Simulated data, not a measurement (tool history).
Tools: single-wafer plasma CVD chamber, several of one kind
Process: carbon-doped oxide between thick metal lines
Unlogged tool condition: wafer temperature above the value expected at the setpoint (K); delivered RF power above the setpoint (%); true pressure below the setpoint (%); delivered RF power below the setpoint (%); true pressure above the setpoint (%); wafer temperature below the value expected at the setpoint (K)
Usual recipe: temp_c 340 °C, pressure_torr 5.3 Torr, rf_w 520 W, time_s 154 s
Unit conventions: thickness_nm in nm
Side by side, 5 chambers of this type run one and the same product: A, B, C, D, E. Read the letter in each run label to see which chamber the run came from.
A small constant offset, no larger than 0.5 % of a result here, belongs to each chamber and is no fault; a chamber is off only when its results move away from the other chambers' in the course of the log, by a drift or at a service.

run,hour,temp_c,pressure_torr,rf_w,time_s,hours since the last thermocouple change,hours since the last RF generator calibration,hours since the last manometer calibration,"read-back reference wafer on the same gauge, thickness_nm",thickness_nm
# hour 2.1: chamber C: thermocouple changed; heater temperature recalibrated
1E,8.9,340,5.3,520,154,712.7,864.8,806.7,831.28,822.55
2A,14.5,340,5.3,520,154,140.1,686.8,1486.3,830.53,819.95
3D,20.6,340,5.3,520,154,282.1,959,1817.1,830.63,821.63
4C,31.9,340,5.3,520,154,29.9,420.8,161.5,831.59,820.88
5B,38.7,340,5.3,520,154,1362,648.2,121.8,830.75,819.76
6A,47.8,340,5.3,520,154,173.4,720.1,1519.6,831.03,821.56
7C,56,340,5.3,520,154,54,444.9,185.6,831.08,820.63
8B,68,340,5.3,520,154,1391.3,677.5,151.1,831.09,826.11
9E,76.4,340,5.3,520,154,780.2,932.3,874.2,831.48,819.19
10D,82.7,340,5.3,520,154,344.2,1021.1,1879.2,831.05,816.23
11C,92.1,340,5.3,520,154,90.1,481,221.7,831.54,817.61
12A,101.1,340,5.3,520,154,226.7,773.4,1572.9,830.79,820.99
13B,108.2,340,5.3,520,154,1431.5,717.7,191.3,831.1,821.94
14D,117.4,340,5.3,520,154,378.9,1055.8,1913.9,831.48,813.66
15E,124.6,340,5.3,520,154,828.4,980.5,922.4,831.34,823.01
16C,136.2,340,5.3,520,154,134.2,525.1,265.8,830.91,823.64
17D,145.4,340,5.3,520,154,406.9,1083.8,1941.9,830.94,812.46
18E,156.1,340,5.3,520,154,859.9,1012,953.9,831.11,817.67
19A,164.6,340,5.3,520,130,290.2,836.9,1636.4,831.68,694.5
20B,173.2,340,5.3,520,130,1496.5,782.7,256.3,831.36,692.94
21B,178.4,340,5.3,520,130,1501.7,787.9,261.5,830.85,696.38
22A,184.9,340,5.3,520,130,310.5,857.2,1656.7,831.76,692.18
23D,193.7,340,5.3,520,130,455.2,1132.1,1990.2,831.83,685.71
24C,202.7,340,5.3,520,154,200.7,591.6,332.3,830.18,816.72
25E,212.1,340,5.3,520,154,915.9,1068,1009.9,830.42,815.67
26B,218.9,340,5.3,520,154,1542.2,828.4,302,830.69,819.95
27C,225.9,328,5.3,520,138,223.9,614.8,355.5,831.93,765.01
28A,237.1,328,5.3,520,138,362.7,909.4,1708.9,831.34,762.23
29D,246.5,328,5.3,520,138,508,1184.9,2043,830.39,749.36
30E,257.9,328,5.3,520,138,961.7,1113.8,1055.7,830.56,764.34
31A,268,328,5.3,520,138,393.6,940.3,1739.8,831.11,760.62
32B,277.6,340,5.3,520,154,1600.9,887.1,360.7,831.75,826.49
33D,288.7,340,5.3,520,140,550.2,1227.1,2085.2,831.94,733.73
34E,299.9,340,5.3,520,140,1003.7,1155.8,1097.7,830.76,746.95
35C,306.2,340,5.3,520,140,304.2,695.1,435.8,830.75,743.27
36C,314.1,340,5.3,520,140,312.1,703,443.7,830.67,747.19
37B,325.8,340,5.3,520,140,1649.1,935.3,408.9,831.57,751.61
38A,331.9,340,5.3,520,154,457.5,1004.2,1803.7,831.35,822.01
39E,342.1,340,5.3,520,154,1045.9,1198,1139.9,831.21,821.44
40D,351.6,340,5.3,520,154,613.1,1290,2148.1,830.72,802.62

Next, every chamber runs the same settings. What will each give?
41A,360.3,340,5.3,520,154,,,,,?
41B,360.3,340,5.3,520,154,,,,,?
41C,360.3,340,5.3,520,154,,,,,?
41D,360.3,340,5.3,520,154,,,,,?
41E,360.3,340,5.3,520,154,,,,,?

run,thickness_nm
41A,820.48
41B,814.33
41C,825.23
41D,800.73
41E,824.5
